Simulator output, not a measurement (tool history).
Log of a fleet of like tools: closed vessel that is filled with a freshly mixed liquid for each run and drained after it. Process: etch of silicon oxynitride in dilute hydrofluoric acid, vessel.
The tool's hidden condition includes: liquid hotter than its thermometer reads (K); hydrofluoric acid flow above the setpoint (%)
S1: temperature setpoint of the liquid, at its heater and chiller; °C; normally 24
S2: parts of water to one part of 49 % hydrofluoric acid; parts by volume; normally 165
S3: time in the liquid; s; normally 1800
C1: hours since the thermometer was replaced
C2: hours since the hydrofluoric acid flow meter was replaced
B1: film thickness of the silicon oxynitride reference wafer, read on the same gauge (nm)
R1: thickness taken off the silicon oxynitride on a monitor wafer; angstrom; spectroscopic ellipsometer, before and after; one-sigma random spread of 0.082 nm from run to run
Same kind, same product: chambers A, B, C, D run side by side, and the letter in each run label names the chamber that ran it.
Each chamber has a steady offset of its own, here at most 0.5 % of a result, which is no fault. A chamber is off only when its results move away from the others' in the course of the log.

run,hour,S1,S2,S3,C1,C2,B1,R1
1A,15.5,24,165,1800,436.0,271.4,90.007,149.21
2C,30.7,24,165,1800,437.5,779.6,90.006,150.88
3D,41.8,24,165,1800,747.7,57.1,89.983,148.38
4B,56.7,24,165,1800,272.5,562.3,90.007,148.26
5B,65.6,24,165,2460,281.4,571.2,90.007,202.94
6C,76.5,24,165,2460,483.3,825.4,90.009,203.39
7A,90.9,24,165,2460,511.4,346.8,90.007,204.28
8D,101.4,24,165,2460,807.3,116.7,90.002,203.69
# hour 107.2: chamber D: thermometer replaced
9D,115.4,24,165,1800,8.3,130.7,90.032,149.42
10B,127.0,24,165,1800,342.8,632.6,89.999,151.69
11A,134.5,24,165,1800,555.0,390.4,89.989,150.62
12C,146.4,24,165,1800,553.2,895.3,90.003,150.46
13D,155.8,24,165,1800,48.7,171.1,90.004,147.80
14B,165.0,24,165,1800,380.8,670.6,90.033,153.91
15C,176.3,24,165,1800,583.1,925.2,89.989,151.60
16A,187.5,24,165,1800,608.0,443.4,89.995,149.23
17D,199.2,24,165,1800,92.1,214.5,89.979,149.54
18B,210.9,24,135,1800,426.7,716.5,90.027,193.96
19C,225.7,24,135,1800,632.5,974.6,90.017,187.92
20A,235.5,24,135,1800,656.0,491.4,89.987,186.94
21A,251.5,24,135,1800,672.0,507.4,90.003,187.43
22C,263.5,24,165,1800,670.3,1012.4,90.014,151.02
23D,276.3,24,165,1800,169.2,291.6,90.021,150.58
24B,283.5,24,165,1800,499.3,789.1,90.007,157.08

Does one chamber stand apart from the rest, does the shared gauge drift, or is all well apart from small per-chamber offsets? Give the chamber and the most likely cause, where there is one.

Little by little, chamber B moves away from the other chambers.
Likeliest cause: liquid hotter than its thermometer reads (K) = 1.48.
The log might look much the same if the cause were instead: hydrofluoric acid flow above the setpoint (%).

Which of the 4 candidates below, each the usual settings with something changed and its results left as question marks, puts chamber B back in line with what the other chambers give on the usual settings?
Allowed miss from the other chambers' usual-settings mean, per result, to count as in line: R1 2.90 angstrom
25B-1,295.5,24.0,165,1705,,,,?
25B-2,295.5,24.0,170,1695,,,,?
25B-3,295.5,24.0,160,1910,,,,?
25B-4,295.5,25.5,165,1800,,,,?

Usual-settings mean across the other chambers: R1 149.68 angstrom
run,R1
25B-1,150.72
25B-2,144.86
25B-3,174.80
25B-4,170.25
With 25B-1, the chamber falls back in line with the rest.
